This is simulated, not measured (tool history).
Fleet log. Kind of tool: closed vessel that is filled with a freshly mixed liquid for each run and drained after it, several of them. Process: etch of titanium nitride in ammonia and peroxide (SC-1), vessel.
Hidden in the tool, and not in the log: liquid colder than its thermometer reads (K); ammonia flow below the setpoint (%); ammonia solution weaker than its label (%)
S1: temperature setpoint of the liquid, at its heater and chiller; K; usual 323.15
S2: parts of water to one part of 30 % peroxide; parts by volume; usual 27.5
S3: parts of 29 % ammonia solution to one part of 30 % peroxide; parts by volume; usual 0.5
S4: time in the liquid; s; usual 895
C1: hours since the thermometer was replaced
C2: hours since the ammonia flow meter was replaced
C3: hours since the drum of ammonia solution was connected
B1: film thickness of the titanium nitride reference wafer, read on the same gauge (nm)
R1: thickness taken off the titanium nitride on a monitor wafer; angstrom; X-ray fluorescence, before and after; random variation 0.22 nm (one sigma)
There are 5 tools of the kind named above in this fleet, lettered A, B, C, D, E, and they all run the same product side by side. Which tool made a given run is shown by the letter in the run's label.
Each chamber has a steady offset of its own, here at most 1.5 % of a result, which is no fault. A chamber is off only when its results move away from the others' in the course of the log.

run	hour	S1	S2	S3	S4	C1	C2	C3	B1	R1
1A	6.9	323.15	27.5	0.5	895	1316.0	623.8	229.8	100.010	304.71
2C	16.9	323.15	27.5	0.5	895	1016.3	1548.6	405.4	99.994	305.28
3E	26.0	323.15	27.5	0.5	895	876.6	767.5	353.7	99.996	298.65
4B	33.4	323.15	27.5	0.5	895	42.6	447.8	349.0	100.010	305.31
5D	43.4	323.15	27.5	0.5	895	831.4	716.3	224.4	99.994	297.00
# hour 46.1: chamber A: ammonia flow meter replaced
6D	54.4	323.15	27.5	0.5	895	842.4	727.3	235.4	100.010	301.23
7E	60.7	323.15	27.5	0.5	895	911.3	802.2	388.4	99.991	304.95
8B	65.8	323.15	27.5	0.5	895	75.0	480.2	381.4	99.989	304.64
9C	76.9	323.15	27.5	0.5	895	1076.3	1608.6	465.4	100.010	299.87
10A	82.6	331.15	27.5	0.5	895	1391.7	36.5	305.5	100.000	511.85
11A	92.0	331.15	27.5	0.5	895	1401.1	45.9	314.9	99.993	512.78
12C	101.9	331.15	27.5	0.5	895	1101.3	1633.6	490.4	100.000	524.30
13B	107.4	331.15	27.5	0.5	895	116.6	521.8	423.0	99.991	525.63
14D	113.5	331.15	27.5	0.5	895	901.5	786.4	294.5	99.994	507.42
15E	120.7	323.15	27.5	0.5	895	971.3	862.2	448.4	100.010	302.46
16A	128.4	323.15	27.5	0.4	505	1437.5	82.3	351.3	100.010	162.06
17D	133.5	323.15	27.5	0.4	505	921.5	806.4	314.5	100.030	157.34
# hour 134.1: chamber B: ammonia flow meter replaced
18C	140.1	323.15	27.5	0.4	505	1139.5	1671.8	528.6	100.010	164.51
# hour 145.3: chamber C: new drum of ammonia solution connected
19B	148.4	323.15	27.5	0.4	505	157.6	14.4	464.0	100.020	161.32
20E	156.2	323.15	27.5	0.4	505	1006.8	897.7	483.9	100.010	164.93
21D	162.3	323.15	27.5	0.5	895	950.3	835.2	343.3	100.010	288.80
22B	171.4	323.15	27.5	0.5	895	180.6	37.4	487.0	100.010	300.84
23C	178.9	323.15	27.5	0.5	895	1178.3	1710.6	33.7	100.020	300.81
24A	189.4	323.15	27.5	0.5	895	1498.5	143.3	412.3	100.020	298.71
25E	196.5	323.15	27.5	0.5	895	1047.1	938.0	524.2	100.000	299.92
26B	207.0	323.15	27.5	0.5	895	216.2	73.0	522.6	99.990	302.04
27D	217.7	323.15	16.0	0.5	895	1005.7	890.6	398.7	100.030	390.04
28E	224.7	323.15	16.0	0.5	895	1075.3	966.2	552.4	100.010	404.36
29A	232.5	323.15	16.0	0.5	895	1541.6	186.4	455.4	100.010	403.97
30C	238.0	323.15	16.0	0.5	895	1237.4	1769.7	92.8	99.977	409.24
31E	244.8	323.15	16.0	0.5	895	1095.4	986.3	572.5	99.976	402.89
32B	254.1	323.15	27.5	0.5	895	263.3	120.1	569.7	99.977	303.39
33D	259.8	323.15	27.5	0.5	895	1047.8	932.7	440.8	100.030	278.32
34C	268.5	323.15	27.5	0.5	895	1267.9	1800.2	123.3	100.020	303.45
35A	278.3	323.15	27.5	0.5	895	1587.4	232.2	501.2	99.993	298.45
36E	284.3	323.15	27.5	0.5	895	1134.9	1025.8	612.0	99.986	301.79
37B	295.3	323.15	27.5	0.5	895	304.5	161.3	610.9	99.975	296.79
38A	300.4	323.15	27.5	0.5	895	1609.5	254.3	523.3	100.020	303.16

Has any chamber moved away from the others, gradually or after a service, or does the common gauge drift, or do the chambers differ only by their own small steady offsets? State the chamber and the most likely cause if one applies.

One chamber, D, drifts off from the rest bit by bit.
Most likely cause: liquid colder than its thermometer reads (K) = 1.19.

Here are 4 candidates for chamber D's next run, each the usual settings with a change, their results left as question marks. Which one brings its results back in line with what the others give on the usual settings?
In line means no further than this from the other chambers' mean on the usual settings: R1 7.80 angstrom
39D-1	308.3	323.15	27.5	0.8	895					?
39D-2	308.3	323.65	27.5	0.5	910					?
39D-3	308.3	323.15	28.5	0.5	830					?
39D-4	308.3	322.65	27.5	0.5	880					?

Other chambers, usual settings, mean: R1 301.60 angstrom
run	R1
39D-1	300.61
39D-2	289.98
39D-3	250.21
39D-4	261.41
The answer is 39D-1, which returns the chamber to within the allowed miss of the others.

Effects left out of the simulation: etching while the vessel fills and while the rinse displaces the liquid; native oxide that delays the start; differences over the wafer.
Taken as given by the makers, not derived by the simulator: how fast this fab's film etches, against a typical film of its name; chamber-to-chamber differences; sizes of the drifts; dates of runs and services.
